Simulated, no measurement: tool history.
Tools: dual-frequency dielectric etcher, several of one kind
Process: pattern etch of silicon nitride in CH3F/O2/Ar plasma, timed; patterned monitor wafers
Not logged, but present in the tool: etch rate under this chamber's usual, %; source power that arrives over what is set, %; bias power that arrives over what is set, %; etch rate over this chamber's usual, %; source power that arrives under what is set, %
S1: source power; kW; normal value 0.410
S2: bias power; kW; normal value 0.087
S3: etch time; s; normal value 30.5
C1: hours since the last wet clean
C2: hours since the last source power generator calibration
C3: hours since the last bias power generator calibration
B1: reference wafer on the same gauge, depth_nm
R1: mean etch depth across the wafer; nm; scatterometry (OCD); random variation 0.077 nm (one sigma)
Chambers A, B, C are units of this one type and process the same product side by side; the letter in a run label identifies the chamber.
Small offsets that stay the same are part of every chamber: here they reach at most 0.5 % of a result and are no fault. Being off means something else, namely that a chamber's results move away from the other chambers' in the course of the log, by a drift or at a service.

run 1B hour=4.4 | S1=0.410 S2=0.087 S3=30.5 | C1=260.9 C2=2932.8 C3=1088.9 | B1=26.511 | R1=23.176
run 2A hour=9.9 | S1=0.410 S2=0.087 S3=30.5 | C1=38.7 C2=1504.8 C3=568.2 | B1=26.498 | R1=22.966
run 3C hour=15.2 | S1=0.410 S2=0.087 S3=30.5 | C1=98.6 C2=324.2 C3=1312.0 | B1=26.499 | R1=22.951
run 4B hour=20.4 | S1=0.410 S2=0.087 S3=30.5 | C1=276.9 C2=2948.8 C3=1104.9 | B1=26.528 | R1=23.172
run 5A hour=28.6 | S1=0.410 S2=0.087 S3=30.5 | C1=57.4 C2=1523.5 C3=586.9 | B1=26.508 | R1=23.176
run 6C hour=36.3 | S1=0.410 S2=0.087 S3=30.5 | C1=119.7 C2=345.3 C3=1333.1 | B1=26.490 | R1=23.086
run 7A hour=41.1 | S1=0.410 S2=0.087 S3=30.5 | C1=69.9 C2=1536.0 C3=599.4 | B1=26.496 | R1=23.009
run 8C hour=45.3 | S1=0.410 S2=0.087 S3=30.5 | C1=128.7 C2=354.3 C3=1342.1 | B1=26.487 | R1=23.155
run 9B hour=49.9 | S1=0.410 S2=0.087 S3=30.5 | C1=306.4 C2=2978.3 C3=1134.4 | B1=26.506 | R1=23.119
run 10C hour=57.1 | S1=0.410 S2=0.087 S3=30.5 | C1=140.5 C2=366.1 C3=1353.9 | B1=26.501 | R1=22.955
run 11A hour=62.7 | S1=0.410 S2=0.087 S3=30.5 | C1=91.5 C2=1557.6 C3=621.0 | B1=26.512 | R1=23.040
run 12B hour=69.4 | S1=0.410 S2=0.087 S3=30.5 | C1=325.9 C2=2997.8 C3=1153.9 | B1=26.502 | R1=23.068
run 13C hour=76.7 | S1=0.410 S2=0.087 S3=30.5 | C1=160.1 C2=385.7 C3=1373.5 | B1=26.500 | R1=23.080
run 14B hour=83.7 | S1=0.410 S2=0.087 S3=30.5 | C1=340.2 C2=3012.1 C3=1168.2 | B1=26.490 | R1=23.122
run 15A hour=89.4 | S1=0.410 S2=0.087 S3=30.5 | C1=118.2 C2=1584.3 C3=647.7 | B1=26.515 | R1=23.182
run 16B hour=97.2 | S1=0.410 S2=0.087 S3=30.5 | C1=353.7 C2=3025.6 C3=1181.7 | B1=26.485 | R1=23.088
run 17A hour=104.8 | S1=0.410 S2=0.087 S3=30.5 | C1=133.6 C2=1599.7 C3=663.1 | B1=26.492 | R1=23.049
run 18C hour=111.4 | S1=0.410 S2=0.087 S3=30.5 | C1=194.8 C2=420.4 C3=1408.2 | B1=26.509 | R1=23.035
run 19A hour=119.5 | S1=0.410 S2=0.087 S3=30.5 | C1=148.3 C2=1614.4 C3=677.8 | B1=26.500 | R1=23.015
run 20B hour=124.1 | S1=0.410 S2=0.087 S3=30.5 | C1=380.6 C2=3052.5 C3=1208.6 | B1=26.523 | R1=23.001
run 21C hour=130.0 | S1=0.410 S2=0.087 S3=30.5 | C1=213.4 C2=439.0 C3=1426.8 | B1=26.489 | R1=23.163
run 22A hour=135.4 | S1=0.410 S2=0.087 S3=30.5 | C1=164.2 C2=1630.3 C3=693.7 | B1=26.483 | R1=23.060
run 23B hour=141.2 | S1=0.410 S2=0.087 S3=30.5 | C1=397.7 C2=3069.6 C3=1225.7 | B1=26.504 | R1=23.207
run 24C hour=145.2 | S1=0.410 S2=0.087 S3=30.5 | C1=228.6 C2=454.2 C3=1442.0 | B1=26.476 | R1=22.976
run 25B hour=152.6 | S1=0.450 S2=0.095 S3=30.5 | C1=409.1 C2=3081.0 C3=1237.1 | B1=26.496 | R1=24.552
run 26C hour=156.4 | S1=0.450 S2=0.095 S3=30.5 | C1=239.8 C2=465.4 C3=1453.2 | B1=26.479 | R1=24.570
run 27A hour=164.5 | S1=0.450 S2=0.095 S3=30.5 | C1=193.3 C2=1659.4 C3=722.8 | B1=26.491 | R1=24.557
run 28A hour=170.5 | S1=0.410 S2=0.087 S3=30.5 | C1=199.3 C2=1665.4 C3=728.8 | B1=26.496 | R1=22.996
run 29C hour=176.4 | S1=0.410 S2=0.087 S3=30.5 | C1=259.8 C2=485.4 C3=1473.2 | B1=26.510 | R1=23.039
run 30B hour=184.3 | S1=0.410 S2=0.087 S3=30.5 | C1=440.8 C2=3112.7 C3=1268.8 | B1=26.496 | R1=23.171
run 31B hour=188.2 | S1=0.410 S2=0.087 S3=30.5 | C1=444.7 C2=3116.6 C3=1272.7 | B1=26.506 | R1=23.001
run 32A hour=192.3 | S1=0.410 S2=0.087 S3=30.5 | C1=221.1 C2=1687.2 C3=750.6 | B1=26.472 | R1=22.958
run 33C hour=197.4 | S1=0.410 S2=0.071 S3=30.5 | C1=280.8 C2=506.4 C3=1494.2 | B1=26.503 | R1=21.463
run 34B hour=202.9 | S1=0.410 S2=0.071 S3=30.5 | C1=459.4 C2=3131.3 C3=1287.4 | B1=26.512 | R1=21.583
run 35C hour=207.3 | S1=0.410 S2=0.071 S3=30.5 | C1=290.7 C2=516.3 C3=1504.1 | B1=26.475 | R1=21.429
run 36A hour=213.7 | S1=0.410 S2=0.087 S3=30.5 | C1=242.5 C2=1708.6 C3=772.0 | B1=26.492 | R1=23.117

Does one chamber stand apart from the rest, does the shared gauge drift, or is all well apart from small per-chamber offsets? Give the chamber and the most likely cause, where there is one.

No chamber is off and the gauge is stable; the differences are just each chamber's small, constant offset.
